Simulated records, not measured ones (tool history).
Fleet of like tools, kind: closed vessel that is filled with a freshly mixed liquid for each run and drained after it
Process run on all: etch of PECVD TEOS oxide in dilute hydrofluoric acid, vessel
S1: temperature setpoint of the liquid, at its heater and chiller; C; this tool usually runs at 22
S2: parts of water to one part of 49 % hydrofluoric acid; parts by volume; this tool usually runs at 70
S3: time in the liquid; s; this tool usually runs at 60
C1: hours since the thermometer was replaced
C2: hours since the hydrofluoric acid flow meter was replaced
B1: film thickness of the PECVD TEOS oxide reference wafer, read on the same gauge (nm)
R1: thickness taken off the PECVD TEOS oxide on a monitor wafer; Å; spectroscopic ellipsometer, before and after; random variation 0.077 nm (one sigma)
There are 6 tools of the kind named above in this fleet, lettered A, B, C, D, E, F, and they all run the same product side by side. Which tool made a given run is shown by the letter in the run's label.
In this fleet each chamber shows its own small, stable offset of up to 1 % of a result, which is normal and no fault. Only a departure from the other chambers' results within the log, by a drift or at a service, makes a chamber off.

run	day	S1	S2	S3	C1	C2	B1	R1
1A	0.292	22	70	60	940.4	2483.3	100.02	116.32
# day 0.538: chamber D: hydrofluoric acid flow meter replaced
2E	0.708	22	70	60	2475.9	291.4	99.945	114.45
3B	1.162	22	70	60	457.1	709.5	99.975	115.25
4C	1.454	22	70	60	127.8	338	100.02	115.2
5F	1.771	22	70	60	389.2	1116.2	99.993	115.8
# day 2.342: chamber A: thermometer replaced
6D	2.354	22	70	60	60.5	43.6	99.974	116.99
7E	2.996	22	70	60	2530.8	346.3	99.962	116.25
8B	3.375	22	70	60	510.2	762.6	99.987	116.23
9F	3.779	27	95	60	437.4	1164.4	100.04	99.886
10A	4.317	27	95	60	47.5	2579.9	99.928	101.87
11C	4.912	27	95	60	210.8	421	99.981	101.75
12D	5.196	27	95	60	128.7	111.8	99.972	101.18
13E	5.746	27	95	60	2596.8	412.3	100.02	101.56
# day 5.917: chamber A: hydrofluoric acid flow meter replaced
14D	6.121	27	95	60	150.9	134	100.01	101.61
15F	6.696	22	70	60	507.4	1234.4	99.969	113.83
16A	7.029	22	70	60	112.6	26.8	99.982	118.23
17B	7.421	22	90	80	607.3	859.7	99.959	116.45
18C	7.792	22	90	80	279.9	490.1	100.01	117.4
# day 8.262: chamber E: hydrofluoric acid flow meter replaced
19D	8.362	22	90	80	204.7	187.8	99.938	118.34
20F	8.708	22	90	80	555.7	1282.7	99.992	113.91
21A	9.329	22	90	80	167.8	82	100.02	117.55
22B	9.8	22	90	80	664.4	916.8	100.02	117.77
23C	10.267	22	70	60	339.3	549.5	99.988	116.87
24E	10.862	22	70	60	2719.6	62.4	99.998	116.03
25B	11.475	22	70	60	704.6	957	100.02	116.39
26F	12.046	22	90	60	635.8	1362.8	100.04	85.775
# day 12.383: chamber C: hydrofluoric acid flow meter replaced
27D	12.612	22	90	60	306.7	289.8	99.996	88.851
28E	13.142	22	90	60	2774.3	117.1	100	87.546
29A	13.683	22	90	60	272.3	186.5	100.01	88.634
30C	14.338	22	90	60	437	46.9	99.986	88.031
# day 14.483: chamber E: thermometer replaced
31E	14.688	22	90	60	5	154.2	100.01	87.654
32C	15.271	24	70	75	459.4	69.3	99.988	155.2
33D	15.671	24	70	75	380.1	363.2	99.96	156.86
34B	16.075	24	70	75	815	1067.4	99.986	157.15
35F	16.679	24	70	75	747	1474	99.946	149.78
36A	16.992	24	70	75	351.7	265.9	99.959	159.32
37D	17.304	24	70	75	419.3	402.4	99.952	157.96
38E	17.608	22	70	60	75.1	224.3	100	116.89
# day 17.962: chamber B: thermometer replaced
39A	17.983	22	70	60	375.5	289.7	100	116.44
40B	18.55	22	70	60	14.2	1126.8	100.04	115.5
41F	19.058	22	70	60	804.1	1531.1	100.02	110.42
42C	19.538	22	70	50	561.8	171.7	99.966	96.32
43D	19.904	22	70	50	481.7	464.8	100.04	97.909
44F	20.221	22	70	50	832	1559	99.946	92.147

Is one chamber off against the others, does the gauge drift, or is nothing wrong? If a chamber is off, say which, and what the likeliest cause is.

Little by little, chamber F moves away from the other chambers.
Cause: hydrofluoric acid flow below the setpoint (%) = 5.58.
From this log alone, it may not be told apart from: liquid colder than its thermometer reads (K).

Which of the 4 candidates below, each the usual settings with something changed and its results left as question marks, puts chamber F back in line with what the other chambers give on the usual settings?
In line means no further than this from the other chambers' mean on the usual settings: R1 2.7 Å
45F-1	20.692	20.5	70	60				?
45F-2	20.692	19.5	70	60				?
45F-3	20.692	24.5	70	60				?
45F-4	20.692	23.5	70	60				?

The mean the other chambers reach with the usual settings: R1 116.4 Å
run	R1
45F-1	102.92
45F-2	98.793
45F-3	120.92
45F-4	116.22
45F-4 is the one that brings the chamber's results back in line with the other chambers.
